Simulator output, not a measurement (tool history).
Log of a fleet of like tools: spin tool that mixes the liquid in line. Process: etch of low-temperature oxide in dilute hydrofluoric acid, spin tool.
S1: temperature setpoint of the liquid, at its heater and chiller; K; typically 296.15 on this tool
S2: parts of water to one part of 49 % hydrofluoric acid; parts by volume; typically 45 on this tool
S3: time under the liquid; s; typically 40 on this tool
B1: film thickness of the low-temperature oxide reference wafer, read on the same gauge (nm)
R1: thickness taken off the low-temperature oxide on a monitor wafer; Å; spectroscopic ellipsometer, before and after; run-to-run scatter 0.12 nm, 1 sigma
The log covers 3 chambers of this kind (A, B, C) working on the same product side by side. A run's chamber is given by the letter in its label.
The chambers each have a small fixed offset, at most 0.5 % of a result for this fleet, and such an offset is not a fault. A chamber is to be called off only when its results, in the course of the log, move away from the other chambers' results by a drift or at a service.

run 1B hour=10.4 | S1=296.15 S2=45 S3=40 | B1=150 | R1=121.09
run 2C hour=19.8 | S1=296.15 S2=45 S3=40 | B1=149.99 | R1=124.72
run 3A hour=26.5 | S1=296.15 S2=45 S3=40 | B1=149.99 | R1=120.29
run 4B hour=31.2 | S1=296.15 S2=45 S3=40 | B1=150 | R1=125.03
run 5C hour=36.4 | S1=296.15 S2=45 S3=40 | B1=150 | R1=123.5
run 6A hour=43.9 | S1=296.15 S2=45 S3=40 | B1=149.98 | R1=121.53
run 7C hour=51.1 | S1=296.15 S2=45 S3=40 | B1=150 | R1=123.94
run 8B hour=57.4 | S1=296.15 S2=45 S3=40 | B1=149.99 | R1=121.4
run 9A hour=65 | S1=296.15 S2=45 S3=40 | B1=149.99 | R1=123.49
run 10B hour=72.5 | S1=294.65 S2=45 S3=40 | B1=150.01 | R1=114.45
run 11C hour=78.4 | S1=294.65 S2=45 S3=40 | B1=150 | R1=114.91
run 12A hour=86.8 | S1=294.65 S2=45 S3=40 | B1=150.01 | R1=115.1
run 13B hour=96.9 | S1=296.15 S2=45 S3=20 | B1=150.01 | R1=61.044
run 14C hour=104.7 | S1=296.15 S2=45 S3=20 | B1=149.97 | R1=61.622
run 15A hour=113.1 | S1=296.15 S2=45 S3=20 | B1=150 | R1=61.175
run 16C hour=118.2 | S1=296.15 S2=45 S3=40 | B1=150.03 | R1=123.8
run 17B hour=123.1 | S1=296.15 S2=45 S3=40 | B1=150.02 | R1=120.93
run 18A hour=131.9 | S1=296.15 S2=45 S3=40 | B1=150 | R1=121.77
run 19C hour=139.3 | S1=296.15 S2=45 S3=40 | B1=150 | R1=123.45
run 20A hour=149.5 | S1=296.15 S2=45 S3=40 | B1=150.02 | R1=122.5
run 21B hour=156.7 | S1=296.15 S2=45 S3=40 | B1=150 | R1=121.92
run 22A hour=163.1 | S1=296.15 S2=45 S3=40 | B1=150 | R1=120.32
run 23C hour=172.5 | S1=296.15 S2=45 S3=40 | B1=150 | R1=121.62
run 24B hour=183.4 | S1=296.15 S2=45 S3=50 | B1=149.98 | R1=152.2
run 25A hour=192.5 | S1=296.15 S2=45 S3=50 | B1=149.99 | R1=148.87
run 26B hour=197.2 | S1=296.15 S2=45 S3=50 | B1=150 | R1=154.33
run 27C hour=205.1 | S1=296.15 S2=45 S3=40 | B1=150 | R1=123.07
run 28B hour=214.6 | S1=296.15 S2=45 S3=40 | B1=150.01 | R1=122.86
run 29A hour=222.9 | S1=296.15 S2=45 S3=40 | B1=149.99 | R1=123.01
-- hour=226.4 chamber C: hydrofluoric acid flow meter replaced
run 30C hour=233.4 | S1=296.15 S2=45 S3=40 | B1=149.98 | R1=120.77
run 31B hour=238.7 | S1=296.15 S2=45 S3=40 | B1=149.99 | R1=121.05
run 32A hour=244.4 | S1=297.65 S2=30 S3=40 | B1=149.98 | R1=195.98
run 33C hour=249.3 | S1=297.65 S2=30 S3=40 | B1=150.01 | R1=198.01
run 34A hour=259.8 | S1=297.65 S2=30 S3=40 | B1=149.99 | R1=197.49
run 35C hour=266.4 | S1=296.15 S2=45 S3=40 | B1=150.01 | R1=121.84
run 36B hour=271.4 | S1=296.15 S2=45 S3=40 | B1=150 | R1=121.18
run 37B hour=277.4 | S1=297.65 S2=40 S3=40 | B1=149.99 | R1=145.34
run 38C hour=284.6 | S1=297.65 S2=40 S3=40 | B1=149.99 | R1=145.75
run 39A hour=295.4 | S1=297.65 S2=40 S3=40 | B1=149.97 | R1=147.24
run 40B hour=303.5 | S1=293.65 S2=45 S3=20 | B1=150 | R1=54.861

Does one chamber stand apart from the rest, does the shared gauge drift, or is all well apart from small per-chamber offsets? Give the chamber and the most likely cause, where there is one.

Beyond each chamber's small constant offset nothing stands out, and the gauge stays steady.
